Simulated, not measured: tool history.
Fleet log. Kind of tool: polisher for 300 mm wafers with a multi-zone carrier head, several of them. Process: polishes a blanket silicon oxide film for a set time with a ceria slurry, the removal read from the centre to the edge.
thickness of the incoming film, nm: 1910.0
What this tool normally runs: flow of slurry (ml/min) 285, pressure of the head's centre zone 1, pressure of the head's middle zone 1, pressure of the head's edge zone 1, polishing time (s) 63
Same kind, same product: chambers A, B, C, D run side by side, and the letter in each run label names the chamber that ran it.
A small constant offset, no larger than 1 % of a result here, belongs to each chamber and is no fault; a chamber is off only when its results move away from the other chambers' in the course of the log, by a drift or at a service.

run,day,flow of slurry (ml/min),pressure of the head's centre zone,pressure of the head's middle zone,pressure of the head's edge zone,polishing time (s),film removed at the wafer's centre (Å),film removed at mid-radius (Å),film removed at the wafer's edge (Å)
1A,0.3,285,1,1,1,63,2853.4,2874.3,2886.6
2D,0.55,285,1,1,1,63,2859.7,2863.9,2838.2
3C,0.883,285,1,1,1,63,2817.4,2828,2836.8
4B,1.246,285,1,1,1,63,2878.8,2856.5,2877.4
# day 1.367: chamber A: worn pad replaced by a new one
# day 1.383: chamber C: worn pad replaced by a new one
# day 1.462: chamber C: edge zone pressure recalibrated
# day 1.55: chamber D: centre zone pressure recalibrated
5C,1.608,285,1,1,1,63,2857.1,2856,2846.3
6B,1.883,285,1,1,1,63,2858.2,2859.8,2857.6
7A,2.179,285,1,1,1,63,2887,2931.2,2851.9
# day 2.221: chamber D: worn pad replaced by a new one
8D,2.417,285,1,1,1,63,2864.5,2882.2,2872.9
9A,2.721,285,1,1,1,63,2894.4,2861.8,2868.9
10B,3.038,285,1,1,1,63,2882.9,2872,2870.4
11D,3.225,285,1,1,1,63,2833.1,2922,2889.8
12C,3.529,285,1,1,1,44,1993.3,1947.8,2037.8
# day 3.558: chamber B: slurry nozzle cleaned
13B,3.738,285,1,1,1,44,2048.4,2010.6,2015.1
14C,3.992,285,1,1,1,44,1970.7,1990.5,2008.4
# day 4.154: chamber B: worn pad replaced by a new one
15D,4.3,285,1,1,1,44,2016.5,1978.2,2005.5
16A,4.579,285,1,1,1,63,2907,2836.4,2879.7
17B,4.95,285,1,1,1,63,2976.3,2876.4,2883.9
18D,5.262,285,1,1,1,63,2842,2850.4,2910.5
# day 5.571: chamber D: worn pad replaced by a new one
# day 5.588: chamber A: worn pad replaced by a new one
19C,5.638,285,1,1,1,63,2841,2840.1,2803.2
20A,5.838,285,1,1,1,63,2894.2,2895.8,2878
21B,6.104,285,1,1,1,63,2961.4,2870.3,2887.6
22C,6.475,285,1.06,1,1,44,2113.9,1963.4,1988.2
# day 6.525: chamber C: worn pad replaced by a new one
23D,6.712,285,1.06,1,1,44,2124.9,1995.3,1973.6
# day 6.75: chamber D: edge zone pressure recalibrated
24A,7.062,285,1.06,1,1,44,2156.5,1948.8,1993
25B,7.35,285,1.06,1,1,44,2229,1950.4,1988.2
26D,7.625,285,1,1.08,1,45,2040.5,2152.3,2046.7
27C,7.921,285,1,1.08,1,45,1975.9,2156.5,2038.6
28A,8.104,285,1,1.08,1,45,2067.7,2203.2,2050.4
29A,8.396,285,1,1.08,1,45,2067.2,2159.3,2079.7
30D,8.617,285,1,1,1,63,2825.8,2801.4,2871

Has any chamber moved away from the others, gradually or after a service, or does the common gauge drift, or do the chambers differ only by their own small steady offsets? State the chamber and the most likely cause if one applies.

Chamber B drifts away from the others.
Likeliest cause: centre zone's pressure above its setpoint, % = 4.6.

Chamber B could run next with any of the 4 candidate recipes listed below; each alters the usual settings, and their results appear as question marks. Which one brings its results back in line with what the other chambers deliver on the usual settings?
In line means no further than this from the other chambers' mean on the usual settings: film removed at the wafer's centre (Å) 78; film removed at mid-radius (Å) 150; film removed at the wafer's edge (Å) 99
31B-1,8.888,285,0.96,1.01,1.01,62,?,?,?
31B-2,8.888,280,0.93,1.03,1.02,61,?,?,?
31B-3,8.888,290,1.08,0.97,0.98,65,?,?,?
31B-4,8.888,285,1.04,0.99,0.99,64,?,?,?

Other chambers, usual settings, mean: film removed at the wafer's centre (Å) 2855.3; film removed at mid-radius (Å) 2857; film removed at the wafer's edge (Å) 2862
run,film removed at the wafer's centre (Å),film removed at mid-radius (Å),film removed at the wafer's edge (Å)
31B-1,2843.2,2842.5,2865.2
31B-2,2697.9,2843.1,2829.1
31B-3,3388.9,2874.3,2962
31B-4,3198.7,2879.4,2927.3
The answer is 31B-1, which returns the chamber to within the allowed miss of the others.

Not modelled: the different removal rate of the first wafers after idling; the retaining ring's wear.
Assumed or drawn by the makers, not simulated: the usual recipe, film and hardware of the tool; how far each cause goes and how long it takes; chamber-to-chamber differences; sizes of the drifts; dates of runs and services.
